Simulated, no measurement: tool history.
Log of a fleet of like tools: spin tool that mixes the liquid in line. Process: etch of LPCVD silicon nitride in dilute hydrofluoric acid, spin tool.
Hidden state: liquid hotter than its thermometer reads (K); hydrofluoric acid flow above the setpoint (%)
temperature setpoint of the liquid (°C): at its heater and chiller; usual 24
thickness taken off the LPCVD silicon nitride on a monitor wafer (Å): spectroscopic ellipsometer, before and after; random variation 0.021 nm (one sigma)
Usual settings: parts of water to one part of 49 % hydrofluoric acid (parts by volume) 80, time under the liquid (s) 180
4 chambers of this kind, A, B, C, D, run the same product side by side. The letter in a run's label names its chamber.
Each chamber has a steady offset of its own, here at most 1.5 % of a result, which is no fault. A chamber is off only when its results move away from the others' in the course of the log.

run,day,temperature setpoint of the liquid (°C),parts of water to one part of 49 % hydrofluoric acid (parts by volume),time under the liquid (s),hours since the thermometer was replaced,hours since the hydrofluoric acid flow meter was replaced,"read-back film thickness of the LPCVD silicon nitride reference wafer, read on the same gauge (nm)",thickness taken off the LPCVD silicon nitride on a monitor wafer (Å)
1B,0.271,24,80,180,1692.8,202.0,59.992,11.1910
2A,0.550,24,80,180,291.6,371.7,59.947,11.2420
3C,0.792,24,80,180,1021.8,349.6,59.992,11.9380
4D,1.117,24,80,180,1177.8,118.0,60.008,11.1330
5C,1.271,24,80,180,1033.3,361.1,60.009,10.9500
6D,1.546,24,80,180,1188.1,128.3,59.989,10.9030
7A,1.796,24,80,180,321.5,401.6,60.040,11.7240
8B,1.946,24,80,180,1733.0,242.2,59.983,11.5710
9D,2.267,24,80,180,1205.4,145.6,60.032,11.3130
10C,2.546,24,80,180,1063.9,391.7,59.954,11.3880
11A,2.775,24,80,180,345.0,425.1,59.974,11.0630
12B,3.096,24,80,180,1760.6,269.8,59.995,11.4750
13D,3.317,24,80,180,1230.6,170.8,60.007,11.1100
14B,3.567,24,80,180,1771.9,281.1,59.983,11.4050
15A,3.808,24,80,180,369.8,449.9,59.961,11.1250
16C,4.088,24,80,180,1100.9,428.7,60.011,12.1960
17D,4.279,24,80,180,1253.7,193.9,59.981,11.6320
18C,4.583,24,80,180,1112.8,440.6,59.994,12.3240
19A,4.879,24,80,180,395.5,475.6,59.980,11.5330
20B,5.104,24,80,180,1808.8,318.0,59.995,11.3100
21C,5.312,24,80,180,1130.3,458.1,59.985,12.3270
22B,5.496,24,80,180,1818.2,327.4,59.987,11.0630
23A,5.829,24,80,180,418.3,498.4,60.003,11.1270
24D,5.988,24,80,180,1294.7,234.9,59.951,10.9320
25B,6.158,24,80,180,1834.1,343.3,60.010,11.4320
26A,6.429,24,80,180,432.7,512.8,60.039,11.4830
27D,6.638,24,80,180,1310.3,250.5,59.965,11.5660
28C,6.821,20,95,180,1166.5,494.3,60.016,8.0711

Is one chamber off against the others, does the gauge drift, or is nothing wrong? If a chamber is off, say which, and what the likeliest cause is.

Chamber C drifts away from the others.
Cause: hydrofluoric acid flow above the setpoint (%) = 12.1.
The log may not tell that from: liquid hotter than its thermometer reads (K).

Here are 4 candidates for chamber C's next run, each the usual settings with a change, their results left as question marks. Which one brings its results back in line with what the others give on the usual settings?
In line means no further than this from the other chambers' mean on the usual settings: thickness taken off the LPCVD silicon nitride on a monitor wafer (Å) 0.7300
29C-1,7.067,24.5,75,205,,,,?
29C-2,7.067,23.5,80,150,,,,?
29C-3,7.067,24.0,80,200,,,,?
29C-4,7.067,24.0,90,180,,,,?

The other chambers' mean on the usual settings: thickness taken off the LPCVD silicon nitride on a monitor wafer (Å) 11.3750
run,thickness taken off the LPCVD silicon nitride on a monitor wafer (Å)
29C-1,16.1110
29C-2,10.3350
29C-3,14.2580
29C-4,11.4300
29C-4 brings the chamber back in line.

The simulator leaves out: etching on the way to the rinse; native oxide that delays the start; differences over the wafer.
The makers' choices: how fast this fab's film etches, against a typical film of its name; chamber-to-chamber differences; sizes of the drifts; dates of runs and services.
